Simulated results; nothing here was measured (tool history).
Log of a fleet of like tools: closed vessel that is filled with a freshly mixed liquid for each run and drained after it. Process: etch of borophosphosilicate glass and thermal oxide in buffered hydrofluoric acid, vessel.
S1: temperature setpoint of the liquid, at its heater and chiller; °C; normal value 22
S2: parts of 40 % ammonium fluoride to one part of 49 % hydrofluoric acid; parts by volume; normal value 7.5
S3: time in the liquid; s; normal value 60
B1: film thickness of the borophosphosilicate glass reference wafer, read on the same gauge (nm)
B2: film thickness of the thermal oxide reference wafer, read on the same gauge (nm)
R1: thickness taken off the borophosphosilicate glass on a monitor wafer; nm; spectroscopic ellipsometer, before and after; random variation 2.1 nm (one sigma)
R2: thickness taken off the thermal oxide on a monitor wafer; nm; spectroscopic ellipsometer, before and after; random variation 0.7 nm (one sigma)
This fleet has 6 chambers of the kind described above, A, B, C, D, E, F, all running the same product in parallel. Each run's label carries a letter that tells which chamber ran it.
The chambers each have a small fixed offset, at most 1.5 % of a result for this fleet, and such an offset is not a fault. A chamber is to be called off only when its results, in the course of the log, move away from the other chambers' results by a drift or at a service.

run,hour,S1,S2,S3,B1,B2,R1,R2
1F,9.0,22,7.5,60,110.02,59.992,251.22,81.217
2C,23.6,22,7.5,60,109.99,60.037,251.09,80.962
3E,33.6,22,7.5,60,110.02,60.027,252.93,82.234
4B,40.9,22,7.5,60,110.01,59.998,249.87,83.647
5A,48.3,22,7.5,60,110.00,59.998,249.57,81.233
6D,57.0,22,7.5,60,110.01,59.990,258.36,81.984
# hour 60.1: chamber C: hydrofluoric acid flow meter replaced
7F,69.2,22,7.5,60,110.00,59.995,254.67,81.907
8D,82.0,22,5.5,60,110.00,59.984,344.97,109.070
# hour 87.9: chamber B: thermometer replaced
9B,95.3,22,5.5,60,109.99,59.972,339.00,109.600
10C,110.0,22,5.5,60,110.00,59.969,331.35,108.130
11E,119.2,22,5.5,60,110.01,60.013,337.66,108.310
12A,127.3,22,5.5,60,110.00,59.992,335.37,106.530
13D,137.3,22,5.5,60,110.00,60.012,343.63,108.340
14C,144.6,22,7.5,60,109.99,60.004,249.38,81.186
15A,159.2,22,7.5,60,109.99,60.013,254.88,81.140
16F,174.1,22,7.5,60,110.00,60.007,252.14,80.927
# hour 180.0: chamber F: thermometer replaced
17E,185.5,22,7.5,60,109.99,59.964,255.21,82.451
18B,195.7,22,7.5,60,110.01,60.006,250.45,83.557
19D,208.7,22,7.5,60,110.00,60.009,257.74,81.830
20E,220.4,22,7.5,60,109.99,60.018,250.99,82.040
21F,232.6,22,7.5,60,110.02,60.019,252.53,83.092
# hour 232.8: chamber D: thermometer replaced
22B,243.6,22,7.5,60,110.00,59.993,251.17,81.307
23A,259.4,22,7.5,60,109.97,59.978,254.97,82.283
# hour 260.7: chamber E: thermometer replaced
24C,269.2,18,6.0,60,110.01,60.008,246.75,79.599
25B,282.4,18,6.0,60,110.00,59.968,251.29,80.529
26A,290.5,18,6.0,60,109.98,60.030,247.18,80.937
27F,299.6,18,6.0,60,110.01,59.981,247.44,80.017
28C,308.3,18,6.0,60,110.00,60.018,248.92,80.060
# hour 308.6: chamber D: hydrofluoric acid flow meter replaced
29E,319.5,18,6.0,60,110.00,60.002,254.43,81.495
30D,328.5,22,7.5,60,109.99,60.009,255.52,82.312
31F,340.5,22,5.5,85,110.01,59.995,476.44,152.700
32C,355.5,22,5.5,85,109.99,59.989,476.79,151.660
# hour 361.4: chamber C: thermometer replaced
33A,367.4,22,5.5,85,109.99,59.995,480.10,154.110
34E,378.2,22,5.5,85,110.00,59.999,477.63,152.580
35D,390.4,22,5.5,85,110.00,59.997,477.03,156.010
36B,402.3,22,5.5,85,109.99,59.998,469.60,154.690
37D,411.7,22,7.5,60,110.00,59.998,253.60,82.340
38C,424.4,22,7.5,60,109.99,60.010,252.27,81.496

Is one chamber out of step, is the gauge drifting, or do the chambers differ by no more than their own small offsets? For an off chamber, give its letter and the likeliest cause.

No chamber is off and the gauge is stable; the differences are just each chamber's small, constant offset.
